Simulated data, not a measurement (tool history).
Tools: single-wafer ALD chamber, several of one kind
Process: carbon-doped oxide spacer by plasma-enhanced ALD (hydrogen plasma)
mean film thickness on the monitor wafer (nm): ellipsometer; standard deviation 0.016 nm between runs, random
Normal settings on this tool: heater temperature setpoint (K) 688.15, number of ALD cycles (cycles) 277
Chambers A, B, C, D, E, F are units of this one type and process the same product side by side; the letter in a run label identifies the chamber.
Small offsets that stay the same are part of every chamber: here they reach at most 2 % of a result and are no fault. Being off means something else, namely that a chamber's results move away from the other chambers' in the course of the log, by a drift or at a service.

run,day,heater temperature setpoint (K),number of ALD cycles (cycles),"read-back reference wafer on the same gauge, thickness_nm",mean film thickness on the monitor wafer (nm)
1D,0.438,688.15,277,11.903,13.169
2B,0.975,688.15,277,11.903,13.279
3F,1.358,688.15,277,11.906,13.197
4C,1.633,688.15,277,11.903,13.023
5A,2.167,688.15,277,11.903,13.121
6E,2.479,688.15,277,11.909,13.353
7C,2.783,688.15,277,11.908,13.007
8B,3.179,688.15,277,11.915,13.272
9F,3.588,688.15,277,11.910,13.200
10E,4.046,688.15,277,11.913,13.368
11D,4.562,688.15,277,11.913,13.177
12A,4.912,688.15,277,11.914,13.138
13D,5.329,688.15,277,11.921,13.174
14A,5.621,688.15,277,11.920,13.130
15B,5.975,688.15,277,11.918,13.312
16E,6.221,688.15,277,11.921,13.349
17F,6.650,688.15,277,11.922,13.197
18C,7.171,688.15,277,11.922,13.013
19E,7.425,688.15,277,11.926,13.353
20D,7.688,693.15,277,11.931,12.968
21F,8.200,693.15,277,11.929,13.017
22A,8.650,693.15,277,11.931,12.906
23C,9.046,693.15,277,11.931,12.819
24B,9.467,693.15,277,11.933,13.147
25B,9.975,693.15,277,11.934,13.107
26E,10.250,688.15,277,11.934,13.402
27D,10.733,679.15,237,11.938,11.619
28C,11.288,679.15,237,11.933,11.450
29A,11.662,679.15,237,11.941,11.588
30F,12.158,679.15,237,11.938,11.605
31D,12.700,679.15,237,11.941,11.617
32B,13.117,679.15,237,11.945,11.734
# day 13.492: chamber F: thermocouple changed; heater temperature recalibrated
33F,13.538,688.15,277,11.945,13.229
34C,13.867,688.15,277,11.948,13.050
35A,14.125,688.15,277,11.947,13.192
36E,14.438,688.15,277,11.952,13.403
37C,14.717,688.15,277,11.950,13.032
38D,15.033,688.15,277,11.950,13.211
39A,15.596,688.15,277,11.952,13.147
40B,16.158,688.15,277,11.953,13.353
41F,16.679,688.15,277,11.953,13.267
42E,17.004,688.15,277,11.957,13.427
43F,17.329,688.15,277,11.956,13.230
44D,17.754,679.15,328,11.956,16.115

What goes on in this fleet: one chamber off, a drifting gauge, or nothing beyond the chambers' own small offsets? Name the chamber and the cause, if any.

No chamber is off; the gauge reading every chamber's wafers drifts, which makes the whole fleet appear to move together.
Likeliest cause: gauge reads high (%) = 0.499.
